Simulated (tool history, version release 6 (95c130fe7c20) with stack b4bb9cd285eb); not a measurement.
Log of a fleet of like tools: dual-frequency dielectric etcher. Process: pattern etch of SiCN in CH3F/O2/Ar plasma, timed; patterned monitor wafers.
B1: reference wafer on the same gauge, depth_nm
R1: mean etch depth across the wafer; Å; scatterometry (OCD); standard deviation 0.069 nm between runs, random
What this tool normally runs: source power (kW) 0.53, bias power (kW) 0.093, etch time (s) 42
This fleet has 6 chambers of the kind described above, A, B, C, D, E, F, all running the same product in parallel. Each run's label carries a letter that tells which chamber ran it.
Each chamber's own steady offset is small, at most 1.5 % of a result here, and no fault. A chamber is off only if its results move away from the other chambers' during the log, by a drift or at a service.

Run 1C, hour 2.4: usual settings; B1 17.008. Result: R1 191.54 Å.
At hour 4.2: chamber B: wet clean of the chamber.
Run 2E, hour 6.5: usual settings; B1 16.998. Result: R1 194.14 Å.
Run 3F, hour 9.2: usual settings; B1 17.018. Result: R1 191.63 Å.
Run 4B, hour 12.7: usual settings; B1 17.012. Result: R1 192.16 Å.
Run 5D, hour 15.2: usual settings; B1 17.008. Result: R1 191.59 Å.
Run 6A, hour 18.1: usual settings but etch time (s) 37.5; B1 16.997. Result: R1 173.23 Å.
Run 7F, hour 20: usual settings but etch time (s) 37.5; B1 17.005. Result: R1 172.21 Å.
Run 8C, hour 24.2: usual settings but etch time (s) 37.5; B1 17.012. Result: R1 171.25 Å.
Run 9A, hour 26.4: usual settings but etch time (s) 37.5; B1 16.977. Result: R1 171.97 Å.
Run 10B, hour 28.9: usual settings but etch time (s) 37.5; B1 17.01. Result: R1 170.66 Å.
At hour 30: chamber F: bias power generator calibrated.
Run 11D, hour 32.7: usual settings but etch time (s) 37.5; B1 17.008. Result: R1 170.71 Å.
Run 12E, hour 35.2: usual settings; B1 17.008. Result: R1 193.48 Å.
Run 13A, hour 39: usual settings; B1 17.008. Result: R1 192.12 Å.
Run 14D, hour 43.4: usual settings; B1 16.997. Result: R1 191.66 Å.
Run 15F, hour 45.4: usual settings; B1 16.99. Result: R1 192.63 Å.
Run 16B, hour 48.5: usual settings; B1 17.012. Result: R1 192.59 Å.
Run 17C, hour 51.8: usual settings; B1 17.003. Result: R1 190.9 Å.
Run 18E, hour 54.5: usual settings; B1 17.002. Result: R1 194.32 Å.
Run 19E, hour 57.7: usual settings; B1 17.008. Result: R1 193.85 Å.
Run 20A, hour 62.1: usual settings; B1 17.016. Result: R1 192.41 Å.
Run 21B, hour 65.6: usual settings but source power (kW) 0.41, etch time (s) 35.5; B1 17.007. Result: R1 148.82 Å.
Run 22C, hour 69.6: usual settings but source power (kW) 0.41, etch time (s) 35.5; B1 16.993. Result: R1 146.04 Å.
Run 23F, hour 71.8: usual settings but source power (kW) 0.41, etch time (s) 35.5; B1 17.004. Result: R1 147.25 Å.
Run 24D, hour 75.9: usual settings but source power (kW) 0.41, etch time (s) 35.5; B1 17.014. Result: R1 146.99 Å.
Run 25A, hour 79.9: usual settings but source power (kW) 0.41, etch time (s) 35.5; B1 16.988. Result: R1 148.35 Å.
At hour 80.9: chamber D: wet clean of the chamber.
Run 26D, hour 83.3: usual settings but source power (kW) 0.41, etch time (s) 35.5; B1 17.006. Result: R1 142.6 Å.
Run 27B, hour 85.6: usual settings; B1 16.999. Result: R1 191.82 Å.
Run 28C, hour 89.1: usual settings; B1 17.01. Result: R1 191.58 Å.
Run 29E, hour 91.3: usual settings; B1 16.996. Result: R1 194.77 Å.
Run 30F, hour 93.9: usual settings; B1 17.003. Result: R1 192.45 Å.
Run 31F, hour 97.8: usual settings but source power (kW) 0.42; B1 17.006. Result: R1 176.33 Å.
Run 32D, hour 100.5: usual settings but source power (kW) 0.42; B1 16.997. Result: R1 170.1 Å.
Run 33B, hour 102.8: usual settings but source power (kW) 0.42; B1 17.011. Result: R1 176.45 Å.
Run 34A, hour 105.2: usual settings but source power (kW) 0.42; B1 17.008. Result: R1 177.67 Å.
Run 35C, hour 107.9: usual settings but source power (kW) 0.42; B1 17.005. Result: R1 175.55 Å.
Run 36E, hour 112.1: usual settings but source power (kW) 0.42; B1 16.985. Result: R1 178.32 Å.
Run 37C, hour 116.5: usual settings; B1 16.986. Result: R1 192.3 Å.
Run 38D, hour 120.8: usual settings; B1 16.999. Result: R1 185.07 Å.
Run 39A, hour 124.7: usual settings; B1 17.017. Result: R1 193.45 Å.
Run 40B, hour 127.7: usual settings but source power (kW) 0.43; B1 17.013. Result: R1 176.82 Å.

Does one chamber stand apart from the rest, does the shared gauge drift, or is all well apart from small per-chamber offsets? Give the chamber and the most likely cause, where there is one.

Chamber D has stood off from the others ever since a service on it.
Likeliest cause: etch rate under this chamber's usual, % = 3.02.

Which of the 4 candidates below, each the usual settings with something changed and its results left as question marks, puts chamber D back in line with what the other chambers give on the usual settings?
In line means no further than this from the other chambers' mean on the usual settings: R1 2.4 Å
Run 41D-1, hour 130.8: usual settings but bias power (kW) 0.077. Result: R1 ?.
Run 41D-2, hour 130.8: usual settings but source power (kW) 0.48. Result: R1 ?.
Run 41D-3, hour 130.8: usual settings but bias power (kW) 0.094, etch time (s) 43.5. Result: R1 ?.
Run 41D-4, hour 130.8: usual settings but source power (kW) 0.54, bias power (kW) 0.094, etch time (s) 44.5. Result: R1 ?.

Mean of the other chambers on the usual settings: R1 192.49 Å
  run      R1
41D-1  173.79
41D-2  178.98
41D-3  193.17
41D-4  199.01
The answer is 41D-3, which returns the chamber to within the allowed miss of the others.
